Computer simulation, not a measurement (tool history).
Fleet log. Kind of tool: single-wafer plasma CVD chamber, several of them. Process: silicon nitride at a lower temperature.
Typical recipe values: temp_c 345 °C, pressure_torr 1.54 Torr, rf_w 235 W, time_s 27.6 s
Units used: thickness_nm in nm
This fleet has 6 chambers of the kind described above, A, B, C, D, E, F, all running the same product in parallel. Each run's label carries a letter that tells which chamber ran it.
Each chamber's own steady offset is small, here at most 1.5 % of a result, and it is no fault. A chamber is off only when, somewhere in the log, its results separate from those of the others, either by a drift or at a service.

| run | hour | temp_c | pressure_torr | rf_w | time_s | hours since the last thermocouple change | hours since the last RF generator calibration | hours since the last manometer calibration | read-back reference wafer on the same gauge, thickness_nm | thickness_nm |
|---|---|---|---|---|---|---|---|---|---|---|
| 1C | 5.2 | 345 | 1.54 | 235 | 27.6 | 1697.7 | 1462 | 649.3 | 25.396 | 27.35 |
| 2F | 15.4 | 345 | 1.54 | 235 | 27.6 | 675.9 | 138.2 | 2130.9 | 25.393 | 26.856 |
| 3E | 23.6 | 345 | 1.54 | 235 | 27.6 | 1014 | 1242.7 | 3176.8 | 25.406 | 27.074 |
|  | 24.1 | chamber B: RF generator calibrated |
|  | 29.3 | chamber E: capacitance manometer re-zeroed and calibrated |
| 4B | 33.3 | 345 | 1.54 | 235 | 27.6 | 2560.1 | 9.3 | 1238.7 | 25.381 | 27.001 |
| 5D | 40.6 | 345 | 1.54 | 235 | 27.6 | 1638.7 | 1375.2 | 871.6 | 25.386 | 27.017 |
| 6A | 49.6 | 345 | 1.39 | 235 | 27.6 | 55.3 | 1399.8 | 853.9 | 25.368 | 26.226 |
| 7B | 55.6 | 345 | 1.39 | 235 | 27.6 | 2582.4 | 31.6 | 1261 | 25.373 | 26.257 |
| 8A | 61 | 345 | 1.39 | 235 | 27.6 | 66.7 | 1411.2 | 865.3 | 25.371 | 26.124 |
| 9F | 66.6 | 345 | 1.39 | 235 | 27.6 | 727.1 | 189.4 | 2182.1 | 25.354 | 25.997 |
| 10E | 77.1 | 345 | 1.39 | 235 | 27.6 | 1067.5 | 1296.2 | 47.9 | 25.359 | 26.172 |
| 11C | 86.4 | 345 | 1.39 | 235 | 27.6 | 1778.9 | 1543.2 | 730.5 | 25.356 | 26.446 |
| 12D | 94.9 | 345 | 1.54 | 235 | 27.6 | 1693 | 1429.5 | 925.9 | 25.343 | 27.069 |
| 13B | 102.9 | 345 | 1.54 | 235 | 27.6 | 2629.7 | 78.9 | 1308.3 | 25.351 | 26.978 |
| 14E | 113 | 345 | 1.54 | 235 | 27.6 | 1103.4 | 1332.1 | 83.8 | 25.341 | 27.063 |
| 15C | 121 | 345 | 1.54 | 235 | 27.6 | 1813.5 | 1577.8 | 765.1 | 25.331 | 27.203 |
| 16A | 130.5 | 345 | 1.54 | 235 | 27.6 | 136.2 | 1480.7 | 934.8 | 25.333 | 26.847 |
| 17F | 137 | 345 | 1.54 | 235 | 27.6 | 797.5 | 259.8 | 2252.5 | 25.328 | 26.818 |
| 18D | 143.7 | 345 | 1.54 | 235 | 27.6 | 1741.8 | 1478.3 | 974.7 | 25.325 | 26.995 |
| 19A | 153.5 | 345 | 1.54 | 235 | 27.6 | 159.2 | 1503.7 | 957.8 | 25.31 | 26.791 |
| 20F | 164.9 | 345 | 1.54 | 235 | 27.6 | 825.4 | 287.7 | 2280.4 | 25.311 | 26.727 |
| 21D | 174.8 | 345 | 1.54 | 235 | 27.6 | 1772.9 | 1509.4 | 1005.8 | 25.299 | 26.947 |
| 22B | 184.4 | 345 | 1.54 | 235 | 27.6 | 2711.2 | 160.4 | 1389.8 | 25.31 | 26.907 |
|  | 189.8 | chamber E: thermocouple changed; heater temperature recalibrated |
| 23E | 190.6 | 345 | 1.54 | 235 | 27.6 | 0.9 | 1409.7 | 161.4 | 25.308 | 26.985 |
| 24C | 199.3 | 345 | 1.54 | 235 | 27.6 | 1891.8 | 1656.1 | 843.4 | 25.286 | 27.173 |
| 25D | 204.6 | 345 | 1.54 | 235 | 27.6 | 1802.7 | 1539.2 | 1035.6 | 25.294 | 26.921 |
| 26A | 214.6 | 337 | 1.54 | 235 | 22.4 | 220.3 | 1564.8 | 1018.9 | 25.283 | 21.795 |
| 27C | 221 | 337 | 1.54 | 235 | 22.4 | 1913.5 | 1677.8 | 865.1 | 25.286 | 22.137 |
|  | 228.8 | chamber D: thermocouple changed; heater temperature recalibrated |
| 28F | 228.9 | 337 | 1.54 | 235 | 22.4 | 889.4 | 351.7 | 2344.4 | 25.271 | 21.71 |
| 29B | 237.5 | 337 | 1.54 | 235 | 22.4 | 2764.3 | 213.5 | 1442.9 | 25.264 | 21.929 |
| 30E | 247.8 | 337 | 1.54 | 235 | 22.4 | 58.1 | 1466.9 | 218.6 | 25.277 | 21.816 |
|  | 256.1 | chamber B: thermocouple changed; heater temperature recalibrated |
| 31C | 256.4 | 337 | 1.54 | 235 | 22.4 | 1948.9 | 1713.2 | 900.5 | 25.274 | 22.132 |
| 32B | 266.6 | 345 | 1.54 | 235 | 27.6 | 10.5 | 242.6 | 1472 | 25.254 | 26.878 |
|  | 267 | chamber D: RF generator calibrated |
| 33A | 276.7 | 345 | 1.54 | 235 | 27.6 | 282.4 | 1626.9 | 1081 | 25.252 | 26.708 |
| 34E | 287.3 | 345 | 1.54 | 235 | 27.6 | 97.6 | 1506.4 | 258.1 | 25.244 | 26.883 |
| 35D | 293.9 | 345 | 1.54 | 235 | 27.6 | 65.1 | 27 | 1124.9 | 25.229 | 26.869 |
| 36F | 300.8 | 351 | 1.54 | 235 | 27.6 | 961.3 | 423.6 | 2416.3 | 25.24 | 26.699 |
| 37D | 312.4 | 351 | 1.54 | 235 | 27.6 | 83.6 | 45.5 | 1143.4 | 25.233 | 26.848 |
| 38F | 322.8 | 351 | 1.54 | 235 | 27.6 | 983.3 | 445.6 | 2438.3 | 25.226 | 26.522 |
| 39E | 331.7 | 351 | 1.54 | 235 | 27.6 | 142 | 1550.8 | 302.5 | 25.236 | 26.811 |

Which is it: a chamber that has drifted or been left off by a service, a gauge drift common to all chambers, or only each chamber's usual small offset? If a chamber is off, name it and its likeliest cause.

The gauge drifts, so all chambers seem to drift together. No chamber is off.
Most likely cause: gauge reads low (%) = 0.713.
